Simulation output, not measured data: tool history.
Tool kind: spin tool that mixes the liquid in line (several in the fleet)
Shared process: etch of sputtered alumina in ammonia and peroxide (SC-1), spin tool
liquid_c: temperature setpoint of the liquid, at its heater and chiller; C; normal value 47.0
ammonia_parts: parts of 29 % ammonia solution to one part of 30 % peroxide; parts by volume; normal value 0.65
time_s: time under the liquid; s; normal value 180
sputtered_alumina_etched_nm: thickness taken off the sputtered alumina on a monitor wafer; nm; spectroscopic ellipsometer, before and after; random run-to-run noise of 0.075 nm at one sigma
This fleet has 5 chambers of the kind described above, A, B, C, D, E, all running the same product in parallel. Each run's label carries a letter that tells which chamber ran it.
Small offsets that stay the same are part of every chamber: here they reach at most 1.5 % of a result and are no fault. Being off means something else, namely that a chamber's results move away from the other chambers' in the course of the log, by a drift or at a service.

run   hour  liquid_c  ammonia_parts  time_s  hours since the thermometer was replaced  hours since the ammonia flow meter was replaced  hours since the heated supply line was repaired  hours since the drum of ammonia solution was connected  read-back film thickness of the sputtered alumina reference wafer, read on the same gauge (nm)  sputtered_alumina_etched_nm
 1C    8.5      47.0           0.65     180                                    1089.7                                             11.4                                            867.9                                                   154.7                                                                                          99.989                      10.5120
 2A   16.8      47.0           0.65     180                                     420.8                                            744.7                                           1035.7                                                   313.6                                                                                         100.010                      10.3670
 3B   23.4      47.0           0.65     180                                    1540.5                                           1514.3                                            111.4                                                   458.5                                                                                          99.989                      10.3920
 4E   30.0      47.0           0.65     180                                     367.5                                            473.3                                            549.0                                                   346.7                                                                                         100.000                      10.6260
 5D   36.7      47.0           0.65     180                                    2027.6                                           1214.5                                           1969.7                                                   947.4                                                                                         100.000                      10.3200
 6B   45.7      47.0           0.65     180                                    1562.8                                           1536.6                                            133.7                                                   480.8                                                                                          99.999                      10.3820
 7E   50.7      47.0           0.65     180                                     388.2                                            494.0                                            569.7                                                   367.4                                                                                         100.010                      10.5530
 8A   56.0      47.0           0.65     180                                     460.0                                            783.9                                           1074.9                                                   352.8                                                                                          99.970                      10.4520
 9D   62.0      47.0           0.65     180                                    2052.9                                           1239.8                                           1995.0                                                   972.7                                                                                         100.000                      10.3030
10C   66.5      47.0           0.65     180                                    1147.7                                             69.4                                            925.9                                                   212.7                                                                                         100.020                      10.3390
11D   73.8      47.0           0.65     180                                    2064.7                                           1251.6                                           2006.8                                                   984.5                                                                                          99.999                      10.4810
12E   82.0      47.0           0.80      95                                     419.5                                            525.3                                            601.0                                                   398.7                                                                                          99.987                       5.6780
13C   88.2      47.0           0.80      95                                    1169.4                                             91.1                                            947.6                                                   234.4                                                                                          99.971                       5.5368
14B   94.8      47.0           0.80      95                                    1611.9                                           1585.7                                            182.8                                                   529.9                                                                                         100.010                       5.5914
15A  100.6      47.0           0.80      95                                     504.6                                            828.5                                           1119.5                                                   397.4                                                                                          99.995                       5.6028
16B  105.6      47.0           0.80      95                                    1622.7                                           1596.5                                            193.6                                                   540.7                                                                                          99.992                       5.6101
17C  110.8      47.0           0.65     180                                    1192.0                                            113.7                                            970.2                                                   257.0                                                                                         100.000                      10.2500
18D  117.4      47.0           0.65     180                                    2108.3                                           1295.2                                           2050.4                                                  1028.1                                                                                          99.989                      10.3860
19E  123.2      47.0           0.65     180                                     460.7                                            566.5                                            642.2                                                   439.9                                                                                          99.994                      10.4650
20A  129.4      47.0           0.65     180                                     533.4                                            857.3                                           1148.3                                                   426.2                                                                                         100.000                      10.5810
21D  133.4      47.0           0.65     180                                    2124.3                                           1311.2                                           2066.4                                                  1044.1                                                                                         100.010                      10.2630
22A  139.8      47.0           0.65     180                                     543.8                                            867.7                                           1158.7                                                   436.6                                                                                          99.970                      10.4510
     143.7  -- chamber E: new drum of ammonia solution connected
23C  147.3      53.5           0.65     180                                    1228.5                                            150.2                                           1006.7                                                   293.5                                                                                         100.000                      14.8580
24B  154.8      53.5           0.65     180                                    1671.9                                           1645.7                                            242.8                                                   589.9                                                                                         100.010                      14.7390
25E  161.4      53.5           0.65     180                                     498.9                                            604.7                                            680.4                                                    17.8                                                                                         100.010                      14.7770
     163.7  -- chamber D: ammonia flow meter replaced
26A  170.4      53.5           0.65     180                                     574.4                                            898.3                                           1189.3                                                   467.2                                                                                          99.990                      15.1100
     179.2  -- chamber B: ammonia flow meter replaced
27E  179.2      53.5           0.65     180                                     516.7                                            622.5                                            698.2                                                    35.6                                                                                          99.991                      14.5170
28B  187.6      42.0           0.50     180                                    1704.7                                              8.5                                            275.6                                                   622.7                                                                                          99.975                       7.5486
29C  192.9      42.0           0.50     180                                    1274.1                                            195.8                                           1052.3                                                   339.1                                                                                          99.987                       7.5868
30D  201.2      42.0           0.50     180                                    2192.1                                             37.6                                           2134.2                                                  1111.9                                                                                          99.997                       7.4559
     206.0  -- chamber A: ammonia flow meter replaced
31E  206.0      42.0           0.50     180                                     543.5                                            649.3                                            725.0                                                    62.4                                                                                          99.991                       7.5799
32A  214.8      42.0           0.50     180                                     618.8                                              8.8                                           1233.7                                                   511.6                                                                                         100.010                       7.5174
     215.0  -- chamber D: new drum of ammonia solution connected
33C  222.6      55.5           0.65     180                                    1303.8                                            225.5                                           1082.0                                                   368.8                                                                                          99.998                      16.6420
34D  227.1      55.5           0.65     180                                    2218.0                                             63.5                                           2160.1                                                    12.1                                                                                          99.983                      16.2260
35B  232.9      55.5           0.65     180                                    1750.0                                             53.8                                            320.9                                                   668.0                                                                                         100.010                      16.2360
36B  237.3      55.5           0.65     180                                    1754.4                                             58.2                                            325.3                                                   672.4                                                                                         100.000                      16.2690
37A  245.3      55.5           0.65     180                                     649.3                                             39.3                                           1264.2                                                   542.1                                                                                          99.992                      16.6400
38E  250.8      47.0           0.65     180                                     588.3                                            694.1                                            769.8                                                   107.2                                                                                          99.982                      10.1230
39C  257.4      47.0           0.65     180                                    1338.6                                            260.3                                           1116.8                                                   403.6                                                                                         100.010                      10.3660
40D  263.6      47.0           0.65     180                                    2254.5                                            100.0                                           2196.6                                                    48.6                                                                                         100.010                      10.3510
41D  271.4      47.0           0.65     180                                    2262.3                                            107.8                                           2204.4                                                    56.4                                                                                         100.010                      10.3190

Does one chamber stand apart from the rest, does the shared gauge drift, or is all well apart from small per-chamber offsets? Give the chamber and the most likely cause, where there is one.

Little by little, chamber E moves away from the other chambers.
Cause: liquid colder than its thermometer reads (K) = 0.945.
It could be hard to tell apart here from: temperature lost on the way to the wafer (K).

Below are 4 candidate recipes for chamber E's next run, each the usual settings with a change, their results shown as question marks. Which of them brings E's results back in line with what the other chambers give on the usual settings?
Allowed miss from the other chambers' usual-settings mean, per result, to count as in line: sputtered_alumina_etched_nm 0.2600 nm
42E-1  278.0      47.0           0.65     175                                                                                                                                                                                                                                                                                                                                ?
42E-2  278.0      47.0           0.85     180                                                                                                                                                                                                                                                                                                                                ?
42E-3  278.0      47.5           0.65     190                                                                                                                                                                                                                                                                                                                                ?
42E-4  278.0      47.0           0.65     165                                                                                                                                                                                                                                                                                                                                ?

Average result of the remaining chambers running the usual settings: sputtered_alumina_etched_nm 10.3840 nm
  run  sputtered_alumina_etched_nm
42E-1                       9.7312
42E-2                      10.2720
42E-3                      10.8680
42E-4                       9.1751
Change 42E-2 lands the chamber within the allowed miss of the other chambers.

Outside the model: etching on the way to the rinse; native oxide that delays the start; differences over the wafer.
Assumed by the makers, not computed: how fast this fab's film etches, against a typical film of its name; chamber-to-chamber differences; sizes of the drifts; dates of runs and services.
